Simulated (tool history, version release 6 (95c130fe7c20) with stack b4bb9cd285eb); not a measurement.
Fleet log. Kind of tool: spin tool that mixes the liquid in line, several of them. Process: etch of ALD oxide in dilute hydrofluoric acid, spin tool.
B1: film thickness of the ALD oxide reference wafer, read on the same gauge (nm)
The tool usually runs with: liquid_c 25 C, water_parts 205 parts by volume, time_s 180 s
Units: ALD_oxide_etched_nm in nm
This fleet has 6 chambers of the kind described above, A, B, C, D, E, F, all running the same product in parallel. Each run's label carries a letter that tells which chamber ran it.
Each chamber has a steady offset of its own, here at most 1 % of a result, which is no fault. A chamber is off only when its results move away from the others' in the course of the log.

{"run": "1F", "hour": 4.8, "liquid_c": 25, "water_parts": 205, "time_s": 180, "B1": 110.01, "ALD_oxide_etched_nm": 19.053}
{"run": "2A", "hour": 7.8, "liquid_c": 25, "water_parts": 205, "time_s": 180, "B1": 110.01, "ALD_oxide_etched_nm": 19.235}
{"run": "3D", "hour": 14.3, "liquid_c": 25, "water_parts": 205, "time_s": 180, "B1": 110.01, "ALD_oxide_etched_nm": 19.336}
{"run": "4B", "hour": 17.7, "liquid_c": 25, "water_parts": 205, "time_s": 180, "B1": 110, "ALD_oxide_etched_nm": 19.362}
{"run": "5C", "hour": 21.7, "liquid_c": 25, "water_parts": 205, "time_s": 255, "B1": 110.01, "ALD_oxide_etched_nm": 27.215}
{"run": "6E", "hour": 27.7, "liquid_c": 25, "water_parts": 205, "time_s": 255, "B1": 110.01, "ALD_oxide_etched_nm": 27.077}
{"run": "7C", "hour": 32.9, "liquid_c": 25, "water_parts": 205, "time_s": 255, "B1": 110, "ALD_oxide_etched_nm": 27.516}
{"run": "8E", "hour": 37.2, "liquid_c": 25, "water_parts": 205, "time_s": 255, "B1": 109.99, "ALD_oxide_etched_nm": 27.142}
{"hour": 40.5, "done": "chamber F: thermometer replaced"}
{"run": "9A", "hour": 41.1, "liquid_c": 25, "water_parts": 205, "time_s": 255, "B1": 110.01, "ALD_oxide_etched_nm": 27.07}
{"run": "10B", "hour": 46.2, "liquid_c": 25, "water_parts": 205, "time_s": 255, "B1": 110, "ALD_oxide_etched_nm": 27.256}
{"run": "11F", "hour": 52.1, "liquid_c": 25, "water_parts": 285, "time_s": 180, "B1": 109.99, "ALD_oxide_etched_nm": 12.724}
{"run": "12D", "hour": 57.2, "liquid_c": 25, "water_parts": 285, "time_s": 180, "B1": 110.01, "ALD_oxide_etched_nm": 12.757}
{"run": "13F", "hour": 62.7, "liquid_c": 25, "water_parts": 285, "time_s": 180, "B1": 109.99, "ALD_oxide_etched_nm": 12.501}
{"run": "14E", "hour": 65.6, "liquid_c": 25, "water_parts": 285, "time_s": 180, "B1": 110, "ALD_oxide_etched_nm": 12.748}
{"run": "15B", "hour": 71.6, "liquid_c": 25, "water_parts": 285, "time_s": 180, "B1": 110.02, "ALD_oxide_etched_nm": 12.486}
{"run": "16A", "hour": 78.2, "liquid_c": 25, "water_parts": 285, "time_s": 180, "B1": 110, "ALD_oxide_etched_nm": 12.65}
{"run": "17D", "hour": 83.8, "liquid_c": 25, "water_parts": 205, "time_s": 180, "B1": 109.99, "ALD_oxide_etched_nm": 19.35}
{"run": "18C", "hour": 89.7, "liquid_c": 25, "water_parts": 205, "time_s": 180, "B1": 110, "ALD_oxide_etched_nm": 19.325}
{"run": "19F", "hour": 95.0, "liquid_c": 25, "water_parts": 205, "time_s": 180, "B1": 110.01, "ALD_oxide_etched_nm": 18.774}
{"run": "20C", "hour": 101.1, "liquid_c": 25, "water_parts": 205, "time_s": 180, "B1": 110.01, "ALD_oxide_etched_nm": 19.141}
{"run": "21D", "hour": 106.3, "liquid_c": 25, "water_parts": 205, "time_s": 180, "B1": 110, "ALD_oxide_etched_nm": 19.351}
{"run": "22B", "hour": 110.7, "liquid_c": 25, "water_parts": 205, "time_s": 180, "B1": 109.99, "ALD_oxide_etched_nm": 19.229}
{"run": "23A", "hour": 114.1, "liquid_c": 25, "water_parts": 205, "time_s": 180, "B1": 110.01, "ALD_oxide_etched_nm": 19.021}
{"run": "24E", "hour": 119.6, "liquid_c": 25, "water_parts": 205, "time_s": 180, "B1": 110.01, "ALD_oxide_etched_nm": 19.297}
{"run": "25D", "hour": 125.4, "liquid_c": 25, "water_parts": 205, "time_s": 180, "B1": 109.98, "ALD_oxide_etched_nm": 19.664}
{"run": "26E", "hour": 129.3, "liquid_c": 25, "water_parts": 205, "time_s": 180, "B1": 110.02, "ALD_oxide_etched_nm": 19.1}
{"run": "27A", "hour": 132.5, "liquid_c": 25, "water_parts": 205, "time_s": 180, "B1": 109.99, "ALD_oxide_etched_nm": 19.517}
{"run": "28F", "hour": 137.6, "liquid_c": 25, "water_parts": 205, "time_s": 180, "B1": 109.99, "ALD_oxide_etched_nm": 18.074}
{"run": "29C", "hour": 141.8, "liquid_c": 25, "water_parts": 205, "time_s": 180, "B1": 109.97, "ALD_oxide_etched_nm": 19.241}
{"run": "30B", "hour": 145.3, "liquid_c": 25, "water_parts": 205, "time_s": 180, "B1": 110.02, "ALD_oxide_etched_nm": 19.14}
{"run": "31B", "hour": 148.6, "liquid_c": 25, "water_parts": 205, "time_s": 180, "B1": 109.99, "ALD_oxide_etched_nm": 19.168}
{"run": "32E", "hour": 152.0, "liquid_c": 25, "water_parts": 205, "time_s": 180, "B1": 110, "ALD_oxide_etched_nm": 19.26}
{"run": "33C", "hour": 157.2, "liquid_c": 25, "water_parts": 205, "time_s": 180, "B1": 109.99, "ALD_oxide_etched_nm": 18.981}
{"run": "34D", "hour": 161.1, "liquid_c": 25, "water_parts": 205, "time_s": 180, "B1": 110.02, "ALD_oxide_etched_nm": 19.313}
{"run": "35A", "hour": 167.5, "liquid_c": 25, "water_parts": 205, "time_s": 180, "B1": 110, "ALD_oxide_etched_nm": 19.403}
{"run": "36F", "hour": 171.7, "liquid_c": 25, "water_parts": 205, "time_s": 180, "B1": 110, "ALD_oxide_etched_nm": 17.641}
{"run": "37C", "hour": 175.7, "liquid_c": 25, "water_parts": 205, "time_s": 180, "B1": 110.01, "ALD_oxide_etched_nm": 19.411}
{"run": "38F", "hour": 180.4, "liquid_c": 25, "water_parts": 205, "time_s": 180, "B1": 110.02, "ALD_oxide_etched_nm": 17.72}

Is one chamber out of step, is the gauge drifting, or do the chambers differ by no more than their own small offsets? For an off chamber, give its letter and the likeliest cause.

One chamber, F, drifts off from the rest bit by bit.
What lies behind it: hydrofluoric acid flow below the setpoint (%) = 6.4.
The log might look much the same if the cause were instead: liquid colder than its thermometer reads (K).

Here are 4 candidates for chamber F's next run, each the usual settings with a change, their results left as question marks. Which one brings its results back in line with what the others give on the usual settings?
In-line tolerance around the mean of the other chambers on the usual settings: ALD_oxide_etched_nm 0.47 nm
{"run": "39F-1", "hour": 185.1, "liquid_c": 25, "water_parts": 205, "time_s": 175, "ALD_oxide_etched_nm": "?"}
{"run": "39F-2", "hour": 185.1, "liquid_c": 25, "water_parts": 205, "time_s": 185, "ALD_oxide_etched_nm": "?"}
{"run": "39F-3", "hour": 185.1, "liquid_c": 25, "water_parts": 220, "time_s": 180, "ALD_oxide_etched_nm": "?"}
{"run": "39F-4", "hour": 185.1, "liquid_c": 25, "water_parts": 205, "time_s": 195, "ALD_oxide_etched_nm": "?"}

Other chambers, usual settings, mean: ALD_oxide_etched_nm 19.213 nm
run=39F-1 ALD_oxide_etched_nm=17.037
run=39F-2 ALD_oxide_etched_nm=18.01
run=39F-3 ALD_oxide_etched_nm=16.068
run=39F-4 ALD_oxide_etched_nm=18.984
39F-4 is the one that brings the chamber's results back in line with the other chambers.
